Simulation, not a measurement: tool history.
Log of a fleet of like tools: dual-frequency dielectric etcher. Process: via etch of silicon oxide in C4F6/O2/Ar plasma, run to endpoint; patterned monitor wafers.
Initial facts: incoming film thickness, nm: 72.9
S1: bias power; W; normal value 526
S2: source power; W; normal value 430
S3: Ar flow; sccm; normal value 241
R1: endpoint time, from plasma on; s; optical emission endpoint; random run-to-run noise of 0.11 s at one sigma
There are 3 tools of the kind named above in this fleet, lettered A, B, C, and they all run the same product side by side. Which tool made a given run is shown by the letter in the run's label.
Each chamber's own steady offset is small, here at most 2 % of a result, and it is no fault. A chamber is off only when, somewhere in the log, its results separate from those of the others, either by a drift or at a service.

Run 1C, day 0.254: usual settings. Result: R1 14.931 s.
Run 2B, day 0.496: usual settings. Result: R1 14.97 s.
Run 3A, day 0.725: usual settings. Result: R1 14.848 s.
Run 4A, day 0.967: usual settings. Result: R1 15.015 s.
Run 5B, day 1.112: usual settings. Result: R1 15.008 s.
Run 6C, day 1.412: usual settings but S3 223 sccm. Result: R1 14.596 s.
Run 7B, day 1.675: usual settings but S3 223 sccm. Result: R1 14.941 s.
Run 8C, day 1.971: usual settings but S3 223 sccm. Result: R1 14.703 s.
Run 9A, day 2.233: usual settings but S3 291 sccm. Result: R1 15.279 s.
Run 10C, day 2.429: usual settings but S3 291 sccm. Result: R1 15.225 s.
Run 11A, day 2.617: usual settings but S3 291 sccm. Result: R1 15.493 s.
Run 12B, day 2.875: usual settings. Result: R1 15.013 s.
Run 13C, day 3.117: usual settings. Result: R1 14.735 s.
Run 14B, day 3.375: usual settings. Result: R1 15.085 s.
Run 15A, day 3.588: usual settings. Result: R1 15.372 s.
Run 16A, day 3.862: usual settings. Result: R1 15.592 s.
Run 17B, day 4.017: usual settings. Result: R1 15.028 s.
Run 18C, day 4.175: usual settings. Result: R1 14.768 s.
Run 19C, day 4.412: usual settings. Result: R1 14.912 s.
Run 20A, day 4.683: usual settings. Result: R1 15.827 s.

For the next run the whole fleet of 3 chambers uses the same settings. Give each chamber's results:
Run 21A, day 4.912: usual settings but S3 293 sccm. Result: R1 ?.
Run 21B, day 4.912: usual settings but S3 293 sccm. Result: R1 ?.
Run 21C, day 4.912: usual settings but S3 293 sccm. Result: R1 ?.

run      R1
21A  16.349
21B  15.417
21C  15.239

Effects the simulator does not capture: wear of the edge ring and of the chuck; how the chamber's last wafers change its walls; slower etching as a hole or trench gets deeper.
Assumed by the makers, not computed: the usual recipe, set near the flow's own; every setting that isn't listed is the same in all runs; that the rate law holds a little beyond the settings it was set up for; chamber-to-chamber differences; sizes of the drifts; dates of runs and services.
